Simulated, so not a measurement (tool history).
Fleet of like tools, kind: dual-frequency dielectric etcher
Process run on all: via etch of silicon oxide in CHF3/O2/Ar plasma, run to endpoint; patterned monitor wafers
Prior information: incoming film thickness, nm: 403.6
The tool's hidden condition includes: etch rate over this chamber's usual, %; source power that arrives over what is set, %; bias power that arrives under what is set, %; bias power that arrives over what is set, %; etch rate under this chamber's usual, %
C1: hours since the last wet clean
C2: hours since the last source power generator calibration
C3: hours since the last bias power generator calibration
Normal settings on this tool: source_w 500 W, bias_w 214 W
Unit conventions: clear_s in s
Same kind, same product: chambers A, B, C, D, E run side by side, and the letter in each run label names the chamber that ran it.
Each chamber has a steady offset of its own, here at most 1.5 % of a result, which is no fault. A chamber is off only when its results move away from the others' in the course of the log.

{"day": 0.117, "done": "chamber C: wet clean of the chamber"}
{"run": "1B", "day": 0.179, "source_w": 500, "bias_w": 214, "C1": 133.8, "C2": 2896.8, "C3": 305.9, "clear_s": 205.1}
{"run": "2D", "day": 0.333, "source_w": 500, "bias_w": 214, "C1": 422.5, "C2": 478.7, "C3": 2848.1, "clear_s": 210.07}
{"run": "3C", "day": 0.483, "source_w": 500, "bias_w": 214, "C1": 8.9, "C2": 650.1, "C3": 541.2, "clear_s": 204.0}
{"run": "4E", "day": 0.688, "source_w": 500, "bias_w": 214, "C1": 392.9, "C2": 102.4, "C3": 3829.2, "clear_s": 208.6}
{"run": "5A", "day": 0.85, "source_w": 500, "bias_w": 214, "C1": 282.7, "C2": 1706.8, "C3": 724.1, "clear_s": 205.62}
{"run": "6E", "day": 1.025, "source_w": 500, "bias_w": 214, "C1": 401.0, "C2": 110.5, "C3": 3837.3, "clear_s": 208.51}
{"run": "7B", "day": 1.138, "source_w": 500, "bias_w": 214, "C1": 156.8, "C2": 2919.8, "C3": 328.9, "clear_s": 204.12}
{"run": "8D", "day": 1.3, "source_w": 500, "bias_w": 214, "C1": 445.7, "C2": 501.9, "C3": 2871.3, "clear_s": 209.67}
{"run": "9A", "day": 1.483, "source_w": 610, "bias_w": 232, "C1": 297.9, "C2": 1722.0, "C3": 739.3, "clear_s": 185.4}
{"run": "10C", "day": 1.612, "source_w": 610, "bias_w": 232, "C1": 36.0, "C2": 677.2, "C3": 568.3, "clear_s": 184.55}
{"run": "11E", "day": 1.738, "source_w": 610, "bias_w": 232, "C1": 418.1, "C2": 127.6, "C3": 3854.4, "clear_s": 187.75}
{"run": "12C", "day": 1.892, "source_w": 610, "bias_w": 232, "C1": 42.7, "C2": 683.9, "C3": 575.0, "clear_s": 184.2}
{"run": "13A", "day": 2.1, "source_w": 610, "bias_w": 232, "C1": 312.7, "C2": 1736.8, "C3": 754.1, "clear_s": 187.17}
{"run": "14D", "day": 2.317, "source_w": 420, "bias_w": 214, "C1": 470.1, "C2": 526.3, "C3": 2895.7, "clear_s": 223.56}
{"run": "15B", "day": 2.521, "source_w": 420, "bias_w": 214, "C1": 190.0, "C2": 2953.0, "C3": 362.1, "clear_s": 217.65}
{"run": "16C", "day": 2.625, "source_w": 420, "bias_w": 214, "C1": 60.3, "C2": 701.5, "C3": 592.6, "clear_s": 217.74}
{"run": "17A", "day": 2.812, "source_w": 420, "bias_w": 214, "C1": 329.8, "C2": 1753.9, "C3": 771.2, "clear_s": 220.62}
{"run": "18E", "day": 2.933, "source_w": 420, "bias_w": 214, "C1": 446.8, "C2": 156.3, "C3": 3883.1, "clear_s": 220.8}
{"run": "19B", "day": 3.133, "source_w": 500, "bias_w": 214, "C1": 204.7, "C2": 2967.7, "C3": 376.8, "clear_s": 202.2}
{"run": "20D", "day": 3.358, "source_w": 550, "bias_w": 214, "C1": 495.1, "C2": 551.3, "C3": 2920.7, "clear_s": 201.79}
{"run": "21E", "day": 3.567, "source_w": 550, "bias_w": 214, "C1": 462.0, "C2": 171.5, "C3": 3898.3, "clear_s": 201.0}
{"run": "22D", "day": 3.683, "source_w": 550, "bias_w": 214, "C1": 502.9, "C2": 559.1, "C3": 2928.5, "clear_s": 202.14}
{"day": 3.896, "done": "chamber E: wet clean of the chamber"}
{"run": "23A", "day": 3.9, "source_w": 550, "bias_w": 214, "C1": 355.9, "C2": 1780.0, "C3": 797.3, "clear_s": 198.26}
{"run": "24C", "day": 4.083, "source_w": 550, "bias_w": 214, "C1": 95.3, "C2": 736.5, "C3": 627.6, "clear_s": 197.48}
{"run": "25B", "day": 4.271, "source_w": 500, "bias_w": 214, "C1": 232.0, "C2": 2995.0, "C3": 404.1, "clear_s": 201.09}
{"run": "26A", "day": 4.429, "source_w": 500, "bias_w": 214, "C1": 368.6, "C2": 1792.7, "C3": 810.0, "clear_s": 206.67}
{"run": "27B", "day": 4.642, "source_w": 500, "bias_w": 214, "C1": 240.9, "C2": 3003.9, "C3": 413.0, "clear_s": 200.58}
{"run": "28D", "day": 4.783, "source_w": 500, "bias_w": 214, "C1": 529.3, "C2": 585.5, "C3": 2954.9, "clear_s": 209.75}
{"run": "29C", "day": 4.967, "source_w": 500, "bias_w": 214, "C1": 116.5, "C2": 757.7, "C3": 648.8, "clear_s": 204.53}
{"run": "30E", "day": 5.192, "source_w": 500, "bias_w": 214, "C1": 31.2, "C2": 210.5, "C3": 3937.3, "clear_s": 208.18}
{"run": "31B", "day": 5.383, "source_w": 500, "bias_w": 214, "C1": 258.7, "C2": 3021.7, "C3": 430.8, "clear_s": 199.68}
{"run": "32C", "day": 5.567, "source_w": 500, "bias_w": 214, "C1": 130.9, "C2": 772.1, "C3": 663.2, "clear_s": 203.67}

Is one chamber out of step, is the gauge drifting, or do the chambers differ by no more than their own small offsets? For an off chamber, give its letter and the likeliest cause.

One chamber, B, drifts off from the rest bit by bit.
Cause: etch rate over this chamber's usual, % = 3.27.

Here are 4 candidates for chamber B's next run, each the usual settings with a change, their results left as question marks. Which one brings its results back in line with what the others give on the usual settings?
Allowed miss from the other chambers' usual-settings mean, per result, to count as in line: clear_s 2.60 s
{"run": "33B-1", "day": 5.733, "source_w": 530, "bias_w": 227, "clear_s": "?"}
{"run": "33B-2", "day": 5.733, "source_w": 500, "bias_w": 268, "clear_s": "?"}
{"run": "33B-3", "day": 5.733, "source_w": 450, "bias_w": 192, "clear_s": "?"}
{"run": "33B-4", "day": 5.733, "source_w": 470, "bias_w": 201, "clear_s": "?"}

The mean the other chambers reach with the usual settings: clear_s 207.10 s
run=33B-1 clear_s=190.20
run=33B-2 clear_s=183.13
run=33B-3 clear_s=214.74
run=33B-4 clear_s=207.85
With 33B-4, the chamber falls back in line with the rest.
